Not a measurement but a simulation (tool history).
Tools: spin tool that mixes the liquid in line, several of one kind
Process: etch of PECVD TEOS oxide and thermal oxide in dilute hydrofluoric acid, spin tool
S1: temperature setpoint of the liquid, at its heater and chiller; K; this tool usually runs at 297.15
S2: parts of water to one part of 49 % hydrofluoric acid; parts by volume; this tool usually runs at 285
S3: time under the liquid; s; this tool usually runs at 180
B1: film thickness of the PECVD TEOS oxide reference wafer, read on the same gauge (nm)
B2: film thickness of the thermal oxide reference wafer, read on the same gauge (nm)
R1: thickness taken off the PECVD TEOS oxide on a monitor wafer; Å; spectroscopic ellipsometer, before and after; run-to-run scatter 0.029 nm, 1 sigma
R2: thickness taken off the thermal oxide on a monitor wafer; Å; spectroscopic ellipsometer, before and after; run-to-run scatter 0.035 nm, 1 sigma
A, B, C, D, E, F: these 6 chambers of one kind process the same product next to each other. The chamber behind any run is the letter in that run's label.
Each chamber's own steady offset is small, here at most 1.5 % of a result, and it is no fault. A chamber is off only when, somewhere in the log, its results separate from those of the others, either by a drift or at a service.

Run 1E, day 0.417: usual settings; B1 140.04; B2 110.01. Result: R1 70.773 Å, R2 25.228 Å.
Run 2C, day 0.808: usual settings; B1 140.03; B2 110.00. Result: R1 71.473 Å, R2 24.425 Å.
Run 3B, day 1.008: usual settings; B1 140.00; B2 110.01. Result: R1 71.682 Å, R2 24.735 Å.
Run 4A, day 1.267: usual settings; B1 140.00; B2 110.00. Result: R1 72.061 Å, R2 24.524 Å.
Run 5D, day 1.575: usual settings; B1 140.02; B2 110.00. Result: R1 71.592 Å, R2 24.428 Å.
Run 6F, day 1.979: usual settings; B1 140.01; B2 110.00. Result: R1 71.876 Å, R2 24.898 Å.
At day 2.008: chamber D: thermometer replaced.
Run 7A, day 2.196: usual settings; B1 140.03; B2 109.97. Result: R1 71.759 Å, R2 24.317 Å.
At day 2.450: chamber E: hydrofluoric acid flow meter replaced.
Run 8B, day 2.600: usual settings; B1 139.99; B2 109.98. Result: R1 71.634 Å, R2 24.695 Å.
Run 9D, day 2.875: usual settings but S2 360 parts by volume; B1 140.00; B2 110.00. Result: R1 52.641 Å, R2 18.189 Å.
Run 10C, day 3.179: usual settings but S2 360 parts by volume; B1 140.01; B2 110.02. Result: R1 52.298 Å, R2 17.879 Å.
Run 11E, day 3.512: usual settings but S2 360 parts by volume; B1 140.01; B2 110.01. Result: R1 52.601 Å, R2 18.223 Å.
Run 12F, day 3.808: usual settings but S2 360 parts by volume; B1 139.99; B2 110.00. Result: R1 53.296 Å, R2 18.107 Å.
Run 13F, day 4.217: usual settings but S2 360 parts by volume; B1 140.00; B2 109.99. Result: R1 53.040 Å, R2 18.193 Å.
Run 14E, day 4.525: usual settings but S2 360 parts by volume; B1 140.00; B2 110.00. Result: R1 51.770 Å, R2 17.956 Å.
Run 15D, day 4.854: usual settings; B1 140.00; B2 110.00. Result: R1 72.213 Å, R2 24.594 Å.
Run 16A, day 5.062: usual settings; B1 140.01; B2 109.99. Result: R1 71.734 Å, R2 23.929 Å.
Run 17C, day 5.346: usual settings; B1 140.00; B2 110.00. Result: R1 71.119 Å, R2 24.099 Å.
Run 18B, day 5.617: usual settings; B1 139.99; B2 110.01. Result: R1 71.650 Å, R2 24.926 Å.
Run 19C, day 5.879: usual settings but S1 293.15 K; B1 140.02; B2 110.01. Result: R1 62.091 Å, R2 20.934 Å.
Run 20B, day 6.242: usual settings but S1 293.15 K; B1 140.02; B2 110.02. Result: R1 61.677 Å, R2 21.333 Å.
Run 21E, day 6.646: usual settings but S1 293.15 K; B1 140.00; B2 110.01. Result: R1 60.827 Å, R2 20.747 Å.
Run 22D, day 7.079: usual settings but S1 293.15 K; B1 139.99; B2 110.00. Result: R1 62.174 Å, R2 20.962 Å.
Run 23F, day 7.267: usual settings but S1 293.15 K; B1 139.99; B2 109.99. Result: R1 61.974 Å, R2 21.464 Å.
Run 24A, day 7.496: usual settings but S1 293.15 K; B1 139.96; B2 110.01. Result: R1 61.855 Å, R2 20.995 Å.
Run 25F, day 7.704: usual settings but S2 400 parts by volume; B1 140.04; B2 110.00. Result: R1 46.431 Å, R2 16.112 Å.
Run 26B, day 7.892: usual settings but S2 400 parts by volume; B1 140.00; B2 109.98. Result: R1 45.655 Å, R2 15.920 Å.
Run 27E, day 8.275: usual settings but S2 400 parts by volume; B1 139.98; B2 110.00. Result: R1 45.593 Å, R2 15.594 Å.
Run 28D, day 8.550: usual settings but S2 400 parts by volume; B1 139.98; B2 110.01. Result: R1 45.862 Å, R2 15.882 Å.
Run 29A, day 8.871: usual settings but S2 400 parts by volume; B1 140.02; B2 110.00. Result: R1 45.858 Å, R2 15.782 Å.
Run 30C, day 9.129: usual settings but S2 400 parts by volume; B1 139.98; B2 110.01. Result: R1 45.262 Å, R2 15.715 Å.
Run 31E, day 9.521: usual settings; B1 140.00; B2 110.00. Result: R1 70.646 Å, R2 24.583 Å.
Run 32F, day 9.708: usual settings; B1 139.99; B2 110.02. Result: R1 71.672 Å, R2 24.876 Å.
Run 33C, day 9.958: usual settings; B1 140.01; B2 109.99. Result: R1 70.670 Å, R2 24.027 Å.
Run 34D, day 10.167: usual settings; B1 140.01; B2 110.02. Result: R1 72.035 Å, R2 24.823 Å.
At day 10.354: chamber F: hydrofluoric acid flow meter replaced.
Run 35B, day 10.471: usual settings; B1 139.99; B2 109.98. Result: R1 71.439 Å, R2 24.532 Å.
Run 36A, day 10.667: usual settings; B1 140.01; B2 110.00. Result: R1 71.231 Å, R2 24.819 Å.
Run 37A, day 10.892: usual settings; B1 140.00; B2 110.01. Result: R1 71.245 Å, R2 23.973 Å.
Run 38F, day 11.275: usual settings; B1 140.00; B2 110.00. Result: R1 71.560 Å, R2 24.822 Å.
At day 11.362: chamber A: thermometer replaced.
Run 39E, day 11.479: usual settings; B1 140.00; B2 110.03. Result: R1 70.129 Å, R2 24.324 Å.
Run 40D, day 11.804: usual settings; B1 140.01; B2 109.97. Result: R1 71.689 Å, R2 24.580 Å.
Run 41B, day 11.992: usual settings; B1 139.97; B2 110.01. Result: R1 71.295 Å, R2 24.046 Å.
Run 42C, day 12.225: usual settings but S1 299.15 K, S3 95 s; B1 140.03; B2 109.99. Result: R1 40.506 Å, R2 13.636 Å.
Run 43A, day 12.504: usual settings but S1 299.15 K, S3 95 s; B1 139.96; B2 109.99. Result: R1 40.294 Å, R2 14.026 Å.
Run 44F, day 12.758: usual settings but S1 299.15 K, S3 95 s; B1 139.99; B2 109.97. Result: R1 40.802 Å, R2 14.151 Å.

Decide between three cases: one chamber stands off from its peers, the gauge reading all wafers drifts, or nothing is wrong past each chamber's small offset. Where a chamber is off, say which and what most likely put it there.

No chamber stands off beyond its own small offset, and the gauge holds steady.
